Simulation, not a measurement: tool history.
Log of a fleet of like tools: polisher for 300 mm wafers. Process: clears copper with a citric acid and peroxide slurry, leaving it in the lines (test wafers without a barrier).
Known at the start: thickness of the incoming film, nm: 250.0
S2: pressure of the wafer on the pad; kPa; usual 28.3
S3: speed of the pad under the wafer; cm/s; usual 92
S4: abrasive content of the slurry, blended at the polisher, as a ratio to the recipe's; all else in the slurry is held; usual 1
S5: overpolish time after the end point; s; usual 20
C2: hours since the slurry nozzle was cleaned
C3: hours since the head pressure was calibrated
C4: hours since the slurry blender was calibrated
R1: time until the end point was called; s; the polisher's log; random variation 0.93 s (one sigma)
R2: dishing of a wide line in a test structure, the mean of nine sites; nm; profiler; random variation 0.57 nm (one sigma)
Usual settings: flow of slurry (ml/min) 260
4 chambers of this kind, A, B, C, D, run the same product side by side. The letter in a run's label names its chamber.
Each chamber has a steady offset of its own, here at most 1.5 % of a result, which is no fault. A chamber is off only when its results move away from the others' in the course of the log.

-- hour=0.1 chamber C: worn pad replaced by a new one
run 1A hour=5.6 | flow_of_slurry_(ml/min)=260 S2=28.3 S3=92 S4=1 S5=20 | wafers_polished_on_this_pad=457 C2=439.7 C3=1285.8 C4=33.6 | R1=110.62 R2=31.955
run 2D hour=16.6 | flow_of_slurry_(ml/min)=260 S2=28.3 S3=92 S4=1 S5=20 | wafers_polished_on_this_pad=407 C2=355.3 C3=58.5 C4=17.6 | R1=110.18 R2=32.824
-- hour=24.4 chamber B: slurry blender recalibrated
run 3C hour=25.6 | flow_of_slurry_(ml/min)=260 S2=28.3 S3=92 S4=1 S5=20 | wafers_polished_on_this_pad=131 C2=145.8 C3=103.4 C4=97.4 | R1=108.86 R2=32.363
-- hour=26.7 chamber A: slurry nozzle cleaned
run 4B hour=33.6 | flow_of_slurry_(ml/min)=260 S2=28.3 S3=92 S4=1 S5=20 | wafers_polished_on_this_pad=632 C2=148.1 C3=383.6 C4=9.3 | R1=108.98 R2=32.792
run 5C hour=39.2 | flow_of_slurry_(ml/min)=260 S2=28.3 S3=92 S4=1 S5=20 | wafers_polished_on_this_pad=200 C2=159.4 C3=117 C4=111 | R1=110.74 R2=32.088
run 6A hour=51.5 | flow_of_slurry_(ml/min)=260 S2=28.3 S3=92 S4=1 S5=20 | wafers_polished_on_this_pad=693 C2=24.8 C3=1331.7 C4=79.5 | R1=110.74 R2=32.528
run 7D hour=59.2 | flow_of_slurry_(ml/min)=260 S2=28.3 S3=92 S4=1 S5=20 | wafers_polished_on_this_pad=626 C2=397.9 C3=101.1 C4=60.2 | R1=108.46 R2=31.62
-- hour=59.8 chamber A: head pressure recalibrated
-- hour=63.3 chamber B: worn pad replaced by a new one
run 8B hour=65.4 | flow_of_slurry_(ml/min)=260 S2=28.3 S3=92 S4=1 S5=20 | wafers_polished_on_this_pad=11 C2=179.9 C3=415.4 C4=41.1 | R1=109.29 R2=32.298
run 9B hour=72.7 | flow_of_slurry_(ml/min)=260 S2=28.3 S3=92 S4=1 S5=20 | wafers_polished_on_this_pad=48 C2=187.2 C3=422.7 C4=48.4 | R1=108.88 R2=32.934
run 10D hour=85.4 | flow_of_slurry_(ml/min)=260 S2=28.3 S3=92 S4=1 S5=20 | wafers_polished_on_this_pad=760 C2=424.1 C3=127.3 C4=86.4 | R1=109.18 R2=32.372
run 11C hour=96.7 | flow_of_slurry_(ml/min)=260 S2=19.3 S3=92 S4=1 S5=20 | wafers_polished_on_this_pad=495 C2=216.9 C3=174.5 C4=168.5 | R1=159 R2=23.738
-- hour=98 chamber B: slurry nozzle cleaned
run 12A hour=107.3 | flow_of_slurry_(ml/min)=260 S2=19.3 S3=92 S4=1 S5=20 | wafers_polished_on_this_pad=979 C2=80.6 C3=47.5 C4=135.3 | R1=160.75 R2=23.38
run 13A hour=114.3 | flow_of_slurry_(ml/min)=260 S2=19.3 S3=92 S4=1 S5=20 | wafers_polished_on_this_pad=1014 C2=87.6 C3=54.5 C4=142.3 | R1=160.04 R2=23.336
-- hour=123.8 chamber D: slurry nozzle cleaned
run 14D hour=124.8 | flow_of_slurry_(ml/min)=260 S2=19.3 S3=92 S4=1 S5=20 | wafers_polished_on_this_pad=962 C2=1.1 C3=166.7 C4=125.8 | R1=158.76 R2=22.735
run 15B hour=136.3 | flow_of_slurry_(ml/min)=260 S2=28.3 S3=92 S4=1 S5=20 | wafers_polished_on_this_pad=374 C2=38.4 C3=486.3 C4=112 | R1=110.24 R2=32.27
run 16C hour=142.9 | flow_of_slurry_(ml/min)=260 S2=28.3 S3=92 S4=1 S5=20 | wafers_polished_on_this_pad=732 C2=263.1 C3=220.7 C4=214.7 | R1=110.77 R2=32.673
run 17B hour=150.1 | flow_of_slurry_(ml/min)=260 S2=28.3 S3=92 S4=1 S5=20 | wafers_polished_on_this_pad=445 C2=52.2 C3=500.1 C4=125.8 | R1=109.46 R2=33.338
-- hour=152.7 chamber C: worn pad replaced by a new one
-- hour=157.3 chamber A: worn pad replaced by a new one
run 18C hour=161.2 | flow_of_slurry_(ml/min)=295 S2=28.3 S3=92 S4=1 S5=10 | wafers_polished_on_this_pad=43 C2=281.4 C3=239 C4=233 | R1=106.12 R2=17.901
run 19A hour=168.7 | flow_of_slurry_(ml/min)=295 S2=28.3 S3=92 S4=1 S5=10 | wafers_polished_on_this_pad=58 C2=142 C3=108.9 C4=196.7 | R1=107.64 R2=17.987
run 20D hour=177.6 | flow_of_slurry_(ml/min)=295 S2=28.3 S3=92 S4=1 S5=10 | wafers_polished_on_this_pad=1232 C2=53.9 C3=219.5 C4=178.6 | R1=110.13 R2=17.066
run 21A hour=184.1 | flow_of_slurry_(ml/min)=295 S2=28.3 S3=92 S4=1 S5=10 | wafers_polished_on_this_pad=137 C2=157.4 C3=124.3 C4=212.1 | R1=108.79 R2=17.713
-- hour=194.6 chamber B: worn pad replaced by a new one
run 22D hour=196.2 | flow_of_slurry_(ml/min)=260 S2=28.3 S3=92 S4=1 S5=20 | wafers_polished_on_this_pad=1328 C2=72.5 C3=238.1 C4=197.2 | R1=112.1 R2=31.968
run 23C hour=206.4 | flow_of_slurry_(ml/min)=260 S2=28.3 S3=92 S4=1 S5=20 | wafers_polished_on_this_pad=275 C2=326.6 C3=284.2 C4=278.2 | R1=109.65 R2=32.672
run 24B hour=213.7 | flow_of_slurry_(ml/min)=260 S2=28.3 S3=92 S4=1 S5=20 | wafers_polished_on_this_pad=98 C2=115.8 C3=563.7 C4=189.4 | R1=110.46 R2=32.107
run 25D hour=224.7 | flow_of_slurry_(ml/min)=260 S2=35.9 S3=92 S4=1 S5=20 | wafers_polished_on_this_pad=1474 C2=101 C3=266.6 C4=225.7 | R1=87.285 R2=38.707
run 26B hour=237.5 | flow_of_slurry_(ml/min)=260 S2=35.9 S3=92 S4=1 S5=20 | wafers_polished_on_this_pad=220 C2=139.6 C3=587.5 C4=213.2 | R1=86.173 R2=40.797
run 27A hour=248.7 | flow_of_slurry_(ml/min)=260 S2=35.9 S3=92 S4=1 S5=20 | wafers_polished_on_this_pad=468 C2=222 C3=188.9 C4=276.7 | R1=87.15 R2=41.232
run 28C hour=254.8 | flow_of_slurry_(ml/min)=260 S2=35.9 S3=92 S4=1 S5=20 | wafers_polished_on_this_pad=523 C2=375 C3=332.6 C4=326.6 | R1=86.127 R2=40.13
run 29D hour=266.6 | flow_of_slurry_(ml/min)=260 S2=28.3 S3=122 S4=1.1 S5=20 | wafers_polished_on_this_pad=1689 C2=142.9 C3=308.5 C4=267.6 | R1=83.079 R2=40.424
run 30A hour=272.5 | flow_of_slurry_(ml/min)=260 S2=28.3 S3=122 S4=1.1 S5=20 | wafers_polished_on_this_pad=590 C2=245.8 C3=212.7 C4=300.5 | R1=81.362 R2=41.184
-- hour=283.4 chamber B: slurry blender recalibrated
-- hour=283.6 chamber C: worn pad replaced by a new one
run 31C hour=283.9 | flow_of_slurry_(ml/min)=260 S2=28.3 S3=122 S4=1.1 S5=20 | wafers_polished_on_this_pad=1 C2=404.1 C3=361.7 C4=355.7 | R1=81.734 R2=42.488
-- hour=292.5 chamber C: slurry blender recalibrated
run 32B hour=294.1 | flow_of_slurry_(ml/min)=260 S2=28.3 S3=122 S4=1.1 S5=20 | wafers_polished_on_this_pad=510 C2=196.2 C3=644.1 C4=10.7 | R1=81.539 R2=40.676
run 33D hour=303 | flow_of_slurry_(ml/min)=260 S2=28.3 S3=92 S4=1 S5=20 | wafers_polished_on_this_pad=1875 C2=179.3 C3=344.9 C4=304 | R1=113.27 R2=31.277
-- hour=314.3 chamber B: slurry nozzle cleaned
run 34A hour=315.8 | flow_of_slurry_(ml/min)=260 S2=28.3 S3=92 S4=1 S5=20 | wafers_polished_on_this_pad=812 C2=289.1 C3=256 C4=343.8 | R1=110.09 R2=32.249
run 35B hour=322.1 | flow_of_slurry_(ml/min)=260 S2=28.3 S3=92 S4=1 S5=20 | wafers_polished_on_this_pad=653 C2=7.9 C3=672.1 C4=38.7 | R1=108.84 R2=32.722
-- hour=328.2 chamber A: slurry blender recalibrated
run 36C hour=328.4 | flow_of_slurry_(ml/min)=260 S2=28.3 S3=92 S4=1 S5=20 | wafers_polished_on_this_pad=230 C2=448.6 C3=406.2 C4=35.9 | R1=110.26 R2=33.806
-- hour=335.8 chamber B: worn pad replaced by a new one
run 37B hour=340.6 | flow_of_slurry_(ml/min)=260 S2=28.3 S3=92 S4=1 S5=20 | wafers_polished_on_this_pad=24 C2=26.4 C3=690.6 C4=57.2 | R1=109.86 R2=31.942
run 38A hour=352.7 | flow_of_slurry_(ml/min)=260 S2=28.3 S3=92 S4=1 S5=20 | wafers_polished_on_this_pad=1001 C2=326 C3=292.9 C4=24.5 | R1=109.84 R2=31.475
run 39C hour=359.4 | flow_of_slurry_(ml/min)=260 S2=28.3 S3=92 S4=1 S5=20 | wafers_polished_on_this_pad=388 C2=479.6 C3=437.2 C4=66.9 | R1=109.23 R2=33.462
-- hour=364.9 chamber D: slurry blender recalibrated
run 40D hour=368.4 | flow_of_slurry_(ml/min)=260 S2=28.3 S3=92 S4=1 S5=20 | wafers_polished_on_this_pad=2210 C2=244.7 C3=410.3 C4=3.6 | R1=114.44 R2=29.945
run 41C hour=376.7 | flow_of_slurry_(ml/min)=260 S2=28.3 S3=92 S4=1 S5=20 | wafers_polished_on_this_pad=477 C2=496.9 C3=454.5 C4=84.2 | R1=108.31 R2=32.475
run 42B hour=383.3 | flow_of_slurry_(ml/min)=260 S2=28.3 S3=92 S4=1 S5=20 | wafers_polished_on_this_pad=243 C2=69.1 C3=733.3 C4=99.9 | R1=110.52 R2=32.022
run 43A hour=395 | flow_of_slurry_(ml/min)=260 S2=37.2 S3=92 S4=0.85 S5=20 | wafers_polished_on_this_pad=1218 C2=368.3 C3=335.2 C4=66.8 | R1=87.15 R2=39.944
run 44D hour=406.3 | flow_of_slurry_(ml/min)=260 S2=37.2 S3=92 S4=0.85 S5=20 | wafers_polished_on_this_pad=2405 C2=282.6 C3=448.2 C4=41.5 | R1=90.522 R2=37.475

All 4 chambers run these settings next. Forecast each chamber's results:
run 45A hour=415.6 | flow_of_slurry_(ml/min)=260 S2=28.3 S3=92 S4=1 S5=20 | R1=? R2=?
run 45B hour=415.6 | flow_of_slurry_(ml/min)=260 S2=28.3 S3=92 S4=1 S5=20 | R1=? R2=?
run 45C hour=415.6 | flow_of_slurry_(ml/min)=260 S2=28.3 S3=92 S4=1 S5=20 | R1=? R2=?
run 45D hour=415.6 | flow_of_slurry_(ml/min)=260 S2=28.3 S3=92 S4=1 S5=20 | R1=? R2=?

run=45A R1=111.24 R2=32.095
run=45B R1=108.93 R2=31.206
run=45C R1=109.68 R2=32.737
run=45D R1=115.26 R2=29.933
